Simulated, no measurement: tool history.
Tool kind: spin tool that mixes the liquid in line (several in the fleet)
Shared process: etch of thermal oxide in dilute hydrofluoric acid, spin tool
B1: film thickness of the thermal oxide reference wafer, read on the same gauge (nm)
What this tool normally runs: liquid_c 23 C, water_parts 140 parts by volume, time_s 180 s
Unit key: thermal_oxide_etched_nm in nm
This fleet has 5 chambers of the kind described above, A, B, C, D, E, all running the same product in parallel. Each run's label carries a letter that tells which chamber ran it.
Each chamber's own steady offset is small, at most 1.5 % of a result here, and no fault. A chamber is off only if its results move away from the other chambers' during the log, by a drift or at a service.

Run 1C, day 0.154: usual settings; B1 149.99. Result: thermal_oxide_etched_nm 5.4787 nm.
Run 2B, day 0.25: usual settings; B1 150. Result: thermal_oxide_etched_nm 5.5468 nm.
Run 3A, day 0.367: usual settings; B1 150.02. Result: thermal_oxide_etched_nm 5.4733 nm.
Run 4D, day 0.567: usual settings; B1 150.01. Result: thermal_oxide_etched_nm 5.5446 nm.
Run 5E, day 0.733: usual settings; B1 150.01. Result: thermal_oxide_etched_nm 5.4771 nm.
Run 6E, day 0.888: usual settings; B1 149.99. Result: thermal_oxide_etched_nm 5.4725 nm.
Run 7B, day 1.004: usual settings; B1 149.99. Result: thermal_oxide_etched_nm 5.5427 nm.
Run 8A, day 1.142: usual settings; B1 149.98. Result: thermal_oxide_etched_nm 5.4739 nm.
Run 9D, day 1.238: usual settings; B1 149.99. Result: thermal_oxide_etched_nm 5.517 nm.
Run 10C, day 1.338: usual settings; B1 150.04. Result: thermal_oxide_etched_nm 5.4649 nm.
Run 11B, day 1.492: usual settings; B1 150.01. Result: thermal_oxide_etched_nm 5.5454 nm.
Run 12C, day 1.679: usual settings; B1 149.98. Result: thermal_oxide_etched_nm 5.4744 nm.
Run 13A, day 1.838: usual settings; B1 149.99. Result: thermal_oxide_etched_nm 5.5621 nm.
Run 14D, day 1.946: usual settings; B1 150.02. Result: thermal_oxide_etched_nm 5.5724 nm.
Run 15E, day 2.058: usual settings; B1 150. Result: thermal_oxide_etched_nm 5.456 nm.
Run 16E, day 2.196: usual settings but liquid_c 26 C, time_s 100 s; B1 150.01. Result: thermal_oxide_etched_nm 3.3981 nm.
Run 17C, day 2.4: usual settings but liquid_c 26 C, time_s 100 s; B1 150. Result: thermal_oxide_etched_nm 3.4242 nm.
Run 18D, day 2.604: usual settings but liquid_c 26 C, time_s 100 s; B1 150.01. Result: thermal_oxide_etched_nm 3.4878 nm.
Run 19A, day 2.712: usual settings but liquid_c 26 C, time_s 100 s; B1 150. Result: thermal_oxide_etched_nm 3.4228 nm.
Run 20B, day 2.867: usual settings but liquid_c 26 C, time_s 100 s; B1 149.97. Result: thermal_oxide_etched_nm 3.4596 nm.
Run 21B, day 2.967: usual settings; B1 149.98. Result: thermal_oxide_etched_nm 5.572 nm.
Run 22A, day 3.071: usual settings; B1 150.03. Result: thermal_oxide_etched_nm 5.5222 nm.
Run 23E, day 3.258: usual settings; B1 149.99. Result: thermal_oxide_etched_nm 5.4399 nm.
Run 24D, day 3.417: usual settings but liquid_c 19 C; B1 150.01. Result: thermal_oxide_etched_nm 4.8145 nm.
Run 25C, day 3.538: usual settings but liquid_c 19 C; B1 149.98. Result: thermal_oxide_etched_nm 4.6976 nm.
Run 26A, day 3.742: usual settings but liquid_c 19 C; B1 149.99. Result: thermal_oxide_etched_nm 4.6796 nm.
Run 27C, day 3.879: usual settings but liquid_c 19 C; B1 149.99. Result: thermal_oxide_etched_nm 4.6987 nm.
Run 28D, day 4.021: usual settings but liquid_c 19 C; B1 150.01. Result: thermal_oxide_etched_nm 4.8607 nm.
Run 29B, day 4.125: usual settings; B1 149.99. Result: thermal_oxide_etched_nm 5.5928 nm.
Run 30E, day 4.267: usual settings; B1 150.02. Result: thermal_oxide_etched_nm 5.3896 nm.
Run 31C, day 4.408: usual settings; B1 150. Result: thermal_oxide_etched_nm 5.497 nm.
Run 32B, day 4.612: usual settings; B1 150.01. Result: thermal_oxide_etched_nm 5.5746 nm.
Run 33D, day 4.792: usual settings but water_parts 75 parts by volume, time_s 280 s; B1 150.01. Result: thermal_oxide_etched_nm 18.322 nm.
Run 34E, day 4.9: usual settings but water_parts 75 parts by volume, time_s 280 s; B1 150.01. Result: thermal_oxide_etched_nm 17.137 nm.
Run 35A, day 5.042: usual settings but water_parts 75 parts by volume, time_s 280 s; B1 150.01. Result: thermal_oxide_etched_nm 17.259 nm.
Run 36C, day 5.167: usual settings but water_parts 75 parts by volume, time_s 280 s; B1 149.99. Result: thermal_oxide_etched_nm 17.31 nm.
Run 37E, day 5.304: usual settings but water_parts 75 parts by volume, time_s 280 s; B1 150.01. Result: thermal_oxide_etched_nm 17.066 nm.
Run 38B, day 5.458: usual settings; B1 150.02. Result: thermal_oxide_etched_nm 5.5931 nm.
Run 39D, day 5.667: usual settings; B1 149.98. Result: thermal_oxide_etched_nm 5.7746 nm.
Run 40A, day 5.867: usual settings; B1 150.02. Result: thermal_oxide_etched_nm 5.5181 nm.

For the next run the whole fleet of 5 chambers uses the same settings. Give each chamber's results:
Run 41A, day 6.021: usual settings but liquid_c 26.5 C. Result: thermal_oxide_etched_nm ?.
Run 41B, day 6.021: usual settings but liquid_c 26.5 C. Result: thermal_oxide_etched_nm ?.
Run 41C, day 6.021: usual settings but liquid_c 26.5 C. Result: thermal_oxide_etched_nm ?.
Run 41D, day 6.021: usual settings but liquid_c 26.5 C. Result: thermal_oxide_etched_nm ?.
Run 41E, day 6.021: usual settings but liquid_c 26.5 C. Result: thermal_oxide_etched_nm ?.

run  thermal_oxide_etched_nm
41A                   6.2593
41B                   6.3295
41C                   6.3115
41D                   6.6421
41E                   6.1964

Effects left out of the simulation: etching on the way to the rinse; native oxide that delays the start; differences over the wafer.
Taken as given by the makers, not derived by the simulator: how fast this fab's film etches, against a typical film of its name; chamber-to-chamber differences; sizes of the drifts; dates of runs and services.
